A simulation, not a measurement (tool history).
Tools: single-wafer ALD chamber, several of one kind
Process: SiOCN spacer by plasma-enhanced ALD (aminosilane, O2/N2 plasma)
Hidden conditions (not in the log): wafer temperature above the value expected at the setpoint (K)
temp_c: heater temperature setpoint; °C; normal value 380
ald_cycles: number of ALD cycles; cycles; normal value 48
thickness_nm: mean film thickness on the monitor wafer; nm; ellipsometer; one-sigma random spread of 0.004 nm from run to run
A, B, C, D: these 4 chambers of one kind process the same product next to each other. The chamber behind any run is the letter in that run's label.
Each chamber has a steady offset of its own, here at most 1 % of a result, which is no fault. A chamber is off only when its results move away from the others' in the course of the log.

run,day,temp_c,ald_cycles,hours since the last thermocouple change,"read-back reference wafer on the same gauge, thickness_nm",thickness_nm
1C,0.246,380,48,1695.8,3.1195,2.9159
2A,0.512,380,48,2153.2,3.122,2.9009
3D,0.646,380,48,442.2,3.1217,2.905
4B,0.867,380,48,395.7,3.1229,2.9092
5D,0.983,380,48,450.3,3.1228,2.9034
6A,1.25,366,40,2170.9,3.1234,2.4095
7C,1.508,366,40,1726.1,3.1251,2.4273
# day 1.529: chamber A: thermocouple changed; heater temperature recalibrated
8B,1.646,366,40,414.4,3.1239,2.4301
9C,1.788,366,40,1732.8,3.1241,2.4315
10D,1.971,389,39,474,3.1241,2.3649
11B,2.183,389,39,427.3,3.1248,2.3652
12A,2.425,389,39,21.6,3.1258,2.3578
13C,2.583,389,39,1751.9,3.1252,2.3758
14D,2.767,380,48,493.1,3.1271,2.9183
15A,2.888,380,48,32.7,3.1258,2.9048
16B,3.012,380,48,447.2,3.1261,2.9156
17D,3.238,380,48,504.4,3.1281,2.9104
18C,3.362,380,48,1770.6,3.1272,2.9207
19A,3.5,380,41,47.4,3.1286,2.4827
20B,3.629,380,41,462,3.1283,2.4959
21D,3.829,380,41,518.6,3.1292,2.4854
22A,3.992,380,41,59.2,3.1302,2.4802
23C,4.142,380,48,1789.3,3.1304,2.926
24B,4.329,380,48,478.8,3.1309,2.9214
25D,4.504,380,48,534.8,3.1306,2.9143
26C,4.771,380,48,1804.4,3.1313,2.9163
27A,4.9,380,48,81,3.1314,2.9102
28B,5.154,380,48,498.6,3.132,2.9232
29D,5.304,380,48,554,3.1313,2.918
30A,5.438,369,55,93.9,3.1322,3.3344
31C,5.671,369,55,1826,3.1331,3.3464
32B,5.896,369,55,516.4,3.134,3.3519
33B,6.117,369,55,521.7,3.1339,3.3551
34A,6.358,380,39,116,3.1345,2.364
35C,6.508,380,39,1846.1,3.1355,2.3739
36D,6.679,380,39,587,3.1361,2.3716
37B,6.8,380,39,538.1,3.1363,2.3761
38D,6.942,380,48,593.3,3.1351,2.9184
39C,7.158,386,44,1861.7,3.137,2.688
40A,7.358,386,44,140,3.1369,2.672

Decide between three cases: one chamber stands off from its peers, the gauge reading all wafers drifts, or nothing is wrong past each chamber's small offset. Where a chamber is off, say which and what most likely put it there.

It is the gauge, not a chamber: its drift shows up in every chamber's results at once, and no chamber is off.
Most likely cause: gauge reads high (%) = 0.564.
